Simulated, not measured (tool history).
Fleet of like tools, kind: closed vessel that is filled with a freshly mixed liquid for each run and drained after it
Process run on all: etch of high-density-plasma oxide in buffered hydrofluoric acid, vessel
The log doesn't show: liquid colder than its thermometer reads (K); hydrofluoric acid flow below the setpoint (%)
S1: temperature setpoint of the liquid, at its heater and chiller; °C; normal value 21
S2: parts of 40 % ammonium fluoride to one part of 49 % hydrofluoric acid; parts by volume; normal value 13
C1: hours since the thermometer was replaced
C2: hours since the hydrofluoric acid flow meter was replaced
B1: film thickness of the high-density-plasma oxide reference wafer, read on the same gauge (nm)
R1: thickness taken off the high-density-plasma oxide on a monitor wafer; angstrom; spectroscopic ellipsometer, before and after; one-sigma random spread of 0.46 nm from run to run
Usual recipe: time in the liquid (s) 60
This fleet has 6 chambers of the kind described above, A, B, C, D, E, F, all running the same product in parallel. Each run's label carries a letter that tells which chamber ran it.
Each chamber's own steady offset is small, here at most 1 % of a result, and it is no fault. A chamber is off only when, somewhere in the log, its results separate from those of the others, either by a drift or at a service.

{"run": "1C", "hour": 3.3, "S1": 21, "S2": 13, "time in the liquid (s)": 60, "C1": 2739.6, "C2": 136.4, "B1": 139.98, "R1": 706.66}
{"run": "2A", "hour": 8.0, "S1": 21, "S2": 13, "time in the liquid (s)": 60, "C1": 1038.2, "C2": 199.9, "B1": 139.99, "R1": 703.09}
{"run": "3F", "hour": 11.2, "S1": 21, "S2": 13, "time in the liquid (s)": 60, "C1": 625.5, "C2": 67, "B1": 139.99, "R1": 700.13}
{"run": "4B", "hour": 14.5, "S1": 21, "S2": 13, "time in the liquid (s)": 60, "C1": 372.3, "C2": 287.4, "B1": 140.04, "R1": 701.58}
{"run": "5D", "hour": 17.1, "S1": 21, "S2": 13, "time in the liquid (s)": 60, "C1": 486.8, "C2": 146.8, "B1": 140.01, "R1": 714.02}
{"run": "6E", "hour": 22.1, "S1": 21, "S2": 13, "time in the liquid (s)": 60, "C1": 691, "C2": 1459.8, "B1": 140, "R1": 701.36}
{"run": "7B", "hour": 24.7, "S1": 21, "S2": 13, "time in the liquid (s)": 60, "C1": 382.5, "C2": 297.6, "B1": 139.97, "R1": 699.3}
{"run": "8F", "hour": 28.9, "S1": 23, "S2": 13, "time in the liquid (s)": 80, "C1": 643.2, "C2": 84.7, "B1": 140.06, "R1": 1042.1}
{"run": "9C", "hour": 31.7, "S1": 23, "S2": 13, "time in the liquid (s)": 80, "C1": 2768, "C2": 164.8, "B1": 139.98, "R1": 1058.2}
{"run": "10D", "hour": 34.6, "S1": 23, "S2": 13, "time in the liquid (s)": 80, "C1": 504.3, "C2": 164.3, "B1": 140, "R1": 1057.3}
{"run": "11E", "hour": 37.3, "S1": 23, "S2": 13, "time in the liquid (s)": 80, "C1": 706.2, "C2": 1475, "B1": 140, "R1": 1046.8}
{"run": "12A", "hour": 41.9, "S1": 23, "S2": 13, "time in the liquid (s)": 80, "C1": 1072.1, "C2": 233.8, "B1": 140.02, "R1": 1033.8}
{"run": "13A", "hour": 44.4, "S1": 23, "S2": 13, "time in the liquid (s)": 80, "C1": 1074.6, "C2": 236.3, "B1": 139.97, "R1": 1034}
{"run": "14B", "hour": 47.3, "S1": 21, "S2": 13, "time in the liquid (s)": 60, "C1": 405.1, "C2": 320.2, "B1": 140.01, "R1": 703.3}
{"run": "15F", "hour": 50.4, "S1": 21, "S2": 13, "time in the liquid (s)": 60, "C1": 664.7, "C2": 106.2, "B1": 140.02, "R1": 700.37}
{"run": "16D", "hour": 54.3, "S1": 21, "S2": 13, "time in the liquid (s)": 60, "C1": 524, "C2": 184, "B1": 140.02, "R1": 710.38}
{"run": "17E", "hour": 58.3, "S1": 21, "S2": 13, "time in the liquid (s)": 60, "C1": 727.2, "C2": 1496, "B1": 140.01, "R1": 703.68}
{"run": "18C", "hour": 61.3, "S1": 21, "S2": 13, "time in the liquid (s)": 60, "C1": 2797.6, "C2": 194.4, "B1": 139.99, "R1": 709.66}
{"run": "19C", "hour": 64.9, "S1": 21, "S2": 13, "time in the liquid (s)": 60, "C1": 2801.2, "C2": 198, "B1": 139.99, "R1": 713.63}
{"run": "20D", "hour": 69.1, "S1": 21, "S2": 13, "time in the liquid (s)": 60, "C1": 538.8, "C2": 198.8, "B1": 140, "R1": 702.47}
{"run": "21F", "hour": 72.3, "S1": 21, "S2": 13, "time in the liquid (s)": 60, "C1": 686.6, "C2": 128.1, "B1": 140.01, "R1": 704.03}
{"run": "22B", "hour": 75.4, "S1": 21, "S2": 13, "time in the liquid (s)": 60, "C1": 433.2, "C2": 348.3, "B1": 140.02, "R1": 701.42}
{"run": "23E", "hour": 80.2, "S1": 21, "S2": 13, "time in the liquid (s)": 60, "C1": 749.1, "C2": 1517.9, "B1": 140, "R1": 705.97}
{"run": "24A", "hour": 84.8, "S1": 21, "S2": 13, "time in the liquid (s)": 60, "C1": 1115, "C2": 276.7, "B1": 139.96, "R1": 680.15}
{"run": "25A", "hour": 89.8, "S1": 21, "S2": 13, "time in the liquid (s)": 60, "C1": 1120, "C2": 281.7, "B1": 139.99, "R1": 675.47}
{"run": "26F", "hour": 93.5, "S1": 21, "S2": 13, "time in the liquid (s)": 60, "C1": 707.8, "C2": 149.3, "B1": 139.98, "R1": 691.48}
{"run": "27E", "hour": 98.7, "S1": 21, "S2": 13, "time in the liquid (s)": 60, "C1": 767.6, "C2": 1536.4, "B1": 140, "R1": 698.95}
{"run": "28C", "hour": 101.6, "S1": 21, "S2": 13, "time in the liquid (s)": 60, "C1": 2837.9, "C2": 234.7, "B1": 139.99, "R1": 705.17}
{"run": "29D", "hour": 105.9, "S1": 21, "S2": 13, "time in the liquid (s)": 60, "C1": 575.6, "C2": 235.6, "B1": 140.01, "R1": 704.01}
{"run": "30B", "hour": 108.4, "S1": 21, "S2": 13, "time in the liquid (s)": 60, "C1": 466.2, "C2": 381.3, "B1": 140.03, "R1": 698.74}
{"run": "31F", "hour": 111.4, "S1": 21, "S2": 13, "time in the liquid (s)": 60, "C1": 725.7, "C2": 167.2, "B1": 140.03, "R1": 699.19}
{"run": "32E", "hour": 115.7, "S1": 24.5, "S2": 10, "time in the liquid (s)": 60, "C1": 784.6, "C2": 1553.4, "B1": 139.98, "R1": 1081.9}
{"run": "33D", "hour": 120.6, "S1": 24.5, "S2": 10, "time in the liquid (s)": 60, "C1": 590.3, "C2": 250.3, "B1": 139.99, "R1": 1104.8}
{"run": "34B", "hour": 124.5, "S1": 24.5, "S2": 10, "time in the liquid (s)": 60, "C1": 482.3, "C2": 397.4, "B1": 140.01, "R1": 1099.7}
{"run": "35C", "hour": 129.8, "S1": 24.5, "S2": 10, "time in the liquid (s)": 60, "C1": 2866.1, "C2": 262.9, "B1": 140, "R1": 1114.4}
{"run": "36A", "hour": 134.8, "S1": 24.5, "S2": 10, "time in the liquid (s)": 60, "C1": 1165, "C2": 326.7, "B1": 139.97, "R1": 1039.1}

All 6 chambers run these settings next. Forecast each chamber's results:
{"run": "37A", "hour": 138.5, "S1": 25.5, "S2": 13, "time in the liquid (s)": 60, "R1": "?"}
{"run": "37B", "hour": 138.5, "S1": 25.5, "S2": 13, "time in the liquid (s)": 60, "R1": "?"}
{"run": "37C", "hour": 138.5, "S1": 25.5, "S2": 13, "time in the liquid (s)": 60, "R1": "?"}
{"run": "37D", "hour": 138.5, "S1": 25.5, "S2": 13, "time in the liquid (s)": 60, "R1": "?"}
{"run": "37E", "hour": 138.5, "S1": 25.5, "S2": 13, "time in the liquid (s)": 60, "R1": "?"}
{"run": "37F", "hour": 138.5, "S1": 25.5, "S2": 13, "time in the liquid (s)": 60, "R1": "?"}

run=37A R1=843.21
run=37B R1=901.89
run=37C R1=905.88
run=37D R1=903.39
run=37E R1=902.65
run=37F R1=891.23
